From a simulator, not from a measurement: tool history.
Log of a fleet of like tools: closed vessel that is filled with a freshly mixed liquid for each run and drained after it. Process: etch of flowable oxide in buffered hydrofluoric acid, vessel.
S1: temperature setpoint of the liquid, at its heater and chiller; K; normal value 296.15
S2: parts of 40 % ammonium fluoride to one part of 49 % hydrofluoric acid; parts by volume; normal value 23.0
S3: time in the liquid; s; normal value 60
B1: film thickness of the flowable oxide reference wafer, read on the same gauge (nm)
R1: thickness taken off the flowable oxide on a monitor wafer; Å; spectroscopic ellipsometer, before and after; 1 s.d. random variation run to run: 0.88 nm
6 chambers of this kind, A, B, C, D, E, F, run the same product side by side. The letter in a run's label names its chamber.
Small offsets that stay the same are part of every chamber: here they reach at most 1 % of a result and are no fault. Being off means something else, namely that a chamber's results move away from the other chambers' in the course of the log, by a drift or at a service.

run 1D hour=7.6 | S1=296.15 S2=23.0 S3=60 | B1=39.994 | R1=1256.60
run 2E hour=12.8 | S1=296.15 S2=23.0 S3=60 | B1=40.003 | R1=1259.00
run 3C hour=19.3 | S1=296.15 S2=23.0 S3=60 | B1=39.988 | R1=1264.20
run 4A hour=23.2 | S1=296.15 S2=23.0 S3=60 | B1=40.001 | R1=1256.30
run 5B hour=28.2 | S1=296.15 S2=23.0 S3=60 | B1=40.008 | R1=1238.70
run 6F hour=36.0 | S1=296.15 S2=23.0 S3=60 | B1=40.006 | R1=1251.40
run 7F hour=43.2 | S1=296.15 S2=23.0 S3=60 | B1=39.983 | R1=1254.80
run 8B hour=47.6 | S1=294.15 S2=23.0 S3=30 | B1=39.999 | R1=554.18
run 9C hour=54.3 | S1=294.15 S2=23.0 S3=30 | B1=39.994 | R1=568.90
-- hour=56.2 chamber B: hydrofluoric acid flow meter replaced
run 10A hour=62.1 | S1=294.15 S2=23.0 S3=30 | B1=40.021 | R1=557.52
run 11E hour=65.9 | S1=294.15 S2=23.0 S3=30 | B1=40.014 | R1=558.69
run 12D hour=73.4 | S1=294.15 S2=23.0 S3=30 | B1=40.005 | R1=564.92
run 13B hour=78.5 | S1=294.15 S2=23.0 S3=30 | B1=39.994 | R1=558.23
run 14F hour=81.9 | S1=296.15 S2=23.0 S3=60 | B1=39.988 | R1=1247.90
run 15A hour=86.0 | S1=296.15 S2=23.0 S3=60 | B1=40.015 | R1=1262.50
run 16D hour=91.6 | S1=296.15 S2=23.0 S3=60 | B1=40.002 | R1=1251.70
run 17E hour=99.3 | S1=296.15 S2=23.0 S3=60 | B1=39.974 | R1=1226.40
run 18C hour=102.8 | S1=296.15 S2=23.0 S3=60 | B1=40.031 | R1=1246.40
run 19B hour=106.4 | S1=296.15 S2=23.0 S3=60 | B1=39.983 | R1=1257.20
run 20E hour=110.4 | S1=296.15 S2=30.0 S3=85 | B1=40.007 | R1=1476.00
run 21A hour=114.4 | S1=296.15 S2=30.0 S3=85 | B1=40.003 | R1=1515.00
run 22F hour=120.5 | S1=296.15 S2=30.0 S3=85 | B1=40.012 | R1=1479.30
run 23C hour=124.3 | S1=296.15 S2=30.0 S3=85 | B1=40.005 | R1=1480.70
run 24D hour=129.7 | S1=296.15 S2=30.0 S3=85 | B1=40.009 | R1=1478.50
run 25E hour=133.3 | S1=296.15 S2=30.0 S3=85 | B1=39.987 | R1=1454.40
run 26F hour=137.1 | S1=300.65 S2=16.5 S3=60 | B1=40.004 | R1=2126.90
run 27C hour=144.4 | S1=300.65 S2=16.5 S3=60 | B1=39.984 | R1=2140.40
run 28B hour=148.7 | S1=300.65 S2=16.5 S3=60 | B1=39.991 | R1=2143.00
run 29A hour=154.6 | S1=300.65 S2=16.5 S3=60 | B1=40.002 | R1=2258.30
run 30D hour=158.7 | S1=300.65 S2=16.5 S3=60 | B1=39.985 | R1=2143.00
run 31F hour=162.3 | S1=300.65 S2=16.5 S3=60 | B1=39.986 | R1=2151.10
run 32C hour=168.1 | S1=296.15 S2=23.0 S3=60 | B1=39.990 | R1=1247.70
run 33B hour=175.8 | S1=296.15 S2=23.0 S3=60 | B1=40.009 | R1=1247.00
run 34E hour=180.4 | S1=296.15 S2=23.0 S3=60 | B1=39.993 | R1=1254.20
run 35D hour=185.5 | S1=296.15 S2=23.0 S3=60 | B1=39.987 | R1=1266.10
-- hour=191.2 chamber F: thermometer replaced
run 36A hour=191.7 | S1=300.65 S2=15.0 S3=60 | B1=40.006 | R1=2504.70
run 37F hour=197.4 | S1=300.65 S2=15.0 S3=60 | B1=40.004 | R1=2346.00
run 38B hour=201.5 | S1=300.65 S2=15.0 S3=60 | B1=40.005 | R1=2330.40
run 39D hour=208.2 | S1=300.65 S2=15.0 S3=60 | B1=40.023 | R1=2350.90
run 40C hour=214.2 | S1=300.65 S2=15.0 S3=60 | B1=40.001 | R1=2368.80

Does one chamber stand apart from the rest, does the shared gauge drift, or is all well apart from small per-chamber offsets? Give the chamber and the most likely cause, where there is one.

Little by little, chamber A moves away from the other chambers.
Cause: hydrofluoric acid flow above the setpoint (%) = 8.67.
The log might look much the same if the cause were instead: liquid hotter than its thermometer reads (K).

Below are 4 candidate recipes for chamber A's next run, each the usual settings with a change, their results shown as question marks. Which of them brings A's results back in line with what the other chambers give on the usual settings?
Counts as in line when no further than this from what the other chambers average on the usual settings: R1 31.00 Å
run 41A-1 hour=219.8 | S1=296.15 S2=22.5 S3=65 | R1=?
run 41A-2 hour=219.8 | S1=295.65 S2=23.5 S3=60 | R1=?
run 41A-3 hour=219.8 | S1=296.15 S2=23.0 S3=55 | R1=?
run 41A-4 hour=219.8 | S1=297.15 S2=23.0 S3=60 | R1=?

The other chambers' mean on the usual settings: R1 1254.50 Å
run=41A-1 R1=1445.70
run=41A-2 R1=1258.60
run=41A-3 R1=1204.70
run=41A-4 R1=1389.20
With 41A-2, the chamber falls back in line with the rest.

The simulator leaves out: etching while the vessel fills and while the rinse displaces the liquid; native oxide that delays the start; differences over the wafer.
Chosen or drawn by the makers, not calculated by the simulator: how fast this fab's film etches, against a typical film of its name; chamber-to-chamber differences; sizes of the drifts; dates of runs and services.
